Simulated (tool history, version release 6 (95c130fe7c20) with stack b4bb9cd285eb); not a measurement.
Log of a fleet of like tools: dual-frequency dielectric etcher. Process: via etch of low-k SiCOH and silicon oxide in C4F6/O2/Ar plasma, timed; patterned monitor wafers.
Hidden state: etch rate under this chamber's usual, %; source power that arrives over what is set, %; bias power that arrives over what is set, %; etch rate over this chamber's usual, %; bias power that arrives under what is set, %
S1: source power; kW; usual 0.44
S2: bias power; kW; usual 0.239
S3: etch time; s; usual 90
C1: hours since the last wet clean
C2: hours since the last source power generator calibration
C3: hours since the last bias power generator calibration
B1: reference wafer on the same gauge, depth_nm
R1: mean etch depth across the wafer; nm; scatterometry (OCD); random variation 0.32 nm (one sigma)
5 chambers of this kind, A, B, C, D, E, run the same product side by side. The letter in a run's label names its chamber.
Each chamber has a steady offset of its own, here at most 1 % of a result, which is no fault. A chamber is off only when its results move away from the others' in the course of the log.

| run | hour | S1 | S2 | S3 | C1 | C2 | C3 | B1 | R1 |
|---|---|---|---|---|---|---|---|---|---|
| 1E | 7.8 | 0.44 | 0.239 | 90 | 8.4 | 2672.5 | 1634.8 | 290.99 | 287.13 |
| 2A | 15.2 | 0.44 | 0.239 | 90 | 172.9 | 1894.6 | 2011.9 | 291.08 | 285.76 |
| 3C | 22.4 | 0.44 | 0.239 | 90 | 370.2 | 760.8 | 828.4 | 291.04 | 286.68 |
|  | 30.3 | chamber D: wet clean of the chamber |
| 4B | 32.9 | 0.44 | 0.239 | 90 | 390.9 | 1239.9 | 1128.7 | 291.12 | 285.58 |
| 5D | 40 | 0.44 | 0.239 | 90 | 9.7 | 1163.1 | 1739.3 | 291.17 | 287.33 |
| 6B | 51.8 | 0.44 | 0.239 | 90 | 409.8 | 1258.8 | 1147.6 | 291.26 | 285.07 |
| 7A | 62.5 | 0.44 | 0.209 | 79.5 | 220.2 | 1941.9 | 2059.2 | 291.23 | 241.57 |
| 8E | 70.5 | 0.44 | 0.209 | 79.5 | 71.1 | 2735.2 | 1697.5 | 291.3 | 242.29 |
| 9C | 75.7 | 0.44 | 0.209 | 79.5 | 423.5 | 814.1 | 881.7 | 291.38 | 242.38 |
| 10D | 83.5 | 0.44 | 0.209 | 79.5 | 53.2 | 1206.6 | 1782.8 | 291.36 | 242.48 |
| 11D | 91.8 | 0.44 | 0.209 | 79.5 | 61.5 | 1214.9 | 1791.1 | 291.36 | 242.17 |
| 12C | 100.9 | 0.44 | 0.239 | 90 | 448.7 | 839.3 | 906.9 | 291.5 | 286.48 |
| 13A | 110.6 | 0.44 | 0.269 | 90 | 268.3 | 1990 | 2107.3 | 291.47 | 297.27 |
| 14E | 118 | 0.44 | 0.269 | 90 | 118.6 | 2782.7 | 1745 | 291.44 | 298.9 |
| 15B | 128.3 | 0.44 | 0.269 | 90 | 486.3 | 1335.3 | 1224.1 | 291.54 | 297.52 |
| 16C | 136.9 | 0.44 | 0.269 | 90 | 484.7 | 875.3 | 942.9 | 291.68 | 298.9 |
|  | 141.8 | chamber E: source power generator calibrated |
| 17E | 142.7 | 0.44 | 0.269 | 90 | 143.3 | 0.9 | 1769.7 | 291.65 | 299.32 |
| 18D | 154.6 | 0.44 | 0.239 | 90 | 124.3 | 1277.7 | 1853.9 | 291.72 | 287.41 |
|  | 166.4 | chamber B: wet clean of the chamber |
| 19B | 166.5 | 0.44 | 0.239 | 90 | 0.1 | 1373.5 | 1262.3 | 291.75 | 285.53 |
| 20A | 173.9 | 0.44 | 0.239 | 90 | 331.6 | 2053.3 | 2170.6 | 291.74 | 286.65 |
| 21E | 180 | 0.44 | 0.239 | 90 | 180.6 | 38.2 | 1807 | 291.73 | 287.63 |
| 22C | 185.6 | 0.44 | 0.239 | 90 | 533.4 | 924 | 991.6 | 291.88 | 288.13 |
|  | 187.2 | chamber C: wet clean of the chamber |
| 23B | 190.8 | 0.44 | 0.239 | 90 | 24.4 | 1397.8 | 1286.6 | 291.89 | 286.25 |
| 24A | 200.6 | 0.44 | 0.239 | 90 | 358.3 | 2080 | 2197.3 | 291.98 | 285.62 |
| 25D | 206.6 | 0.44 | 0.239 | 90 | 176.3 | 1329.7 | 1905.9 | 291.98 | 287.23 |
| 26B | 218.1 | 0.44 | 0.239 | 90 | 51.7 | 1425.1 | 1313.9 | 291.98 | 286.49 |
| 27A | 223.8 | 0.47 | 0.239 | 90 | 381.5 | 2103.2 | 2220.5 | 291.89 | 294.17 |
| 28E | 235 | 0.47 | 0.239 | 90 | 235.6 | 93.2 | 1862 | 292.05 | 294.74 |
| 29D | 242.3 | 0.47 | 0.239 | 90 | 212 | 1365.4 | 1941.6 | 292.1 | 294.89 |
| 30C | 252.6 | 0.47 | 0.239 | 90 | 65.4 | 991 | 1058.6 | 292.2 | 295.92 |
| 31A | 259.5 | 0.47 | 0.239 | 90 | 417.2 | 2138.9 | 2256.2 | 292.14 | 293.48 |
| 32D | 270 | 0.44 | 0.239 | 90 | 239.7 | 1393.1 | 1969.3 | 292.26 | 288.32 |
| 33B | 277.7 | 0.44 | 0.239 | 90 | 111.3 | 1484.7 | 1373.5 | 292.22 | 285.93 |
| 34C | 287.9 | 0.44 | 0.239 | 90 | 100.7 | 1026.3 | 1093.9 | 292.32 | 288.25 |
| 35E | 297.3 | 0.37 | 0.258 | 90 | 297.9 | 155.5 | 1924.3 | 292.35 | 277.12 |

Is one chamber off against the others, does the gauge drift, or is nothing wrong? If a chamber is off, say which, and what the likeliest cause is.

The gauge drifts, so all chambers seem to drift together. No chamber is off.
Cause: gauge reads high (%) = 0.463.
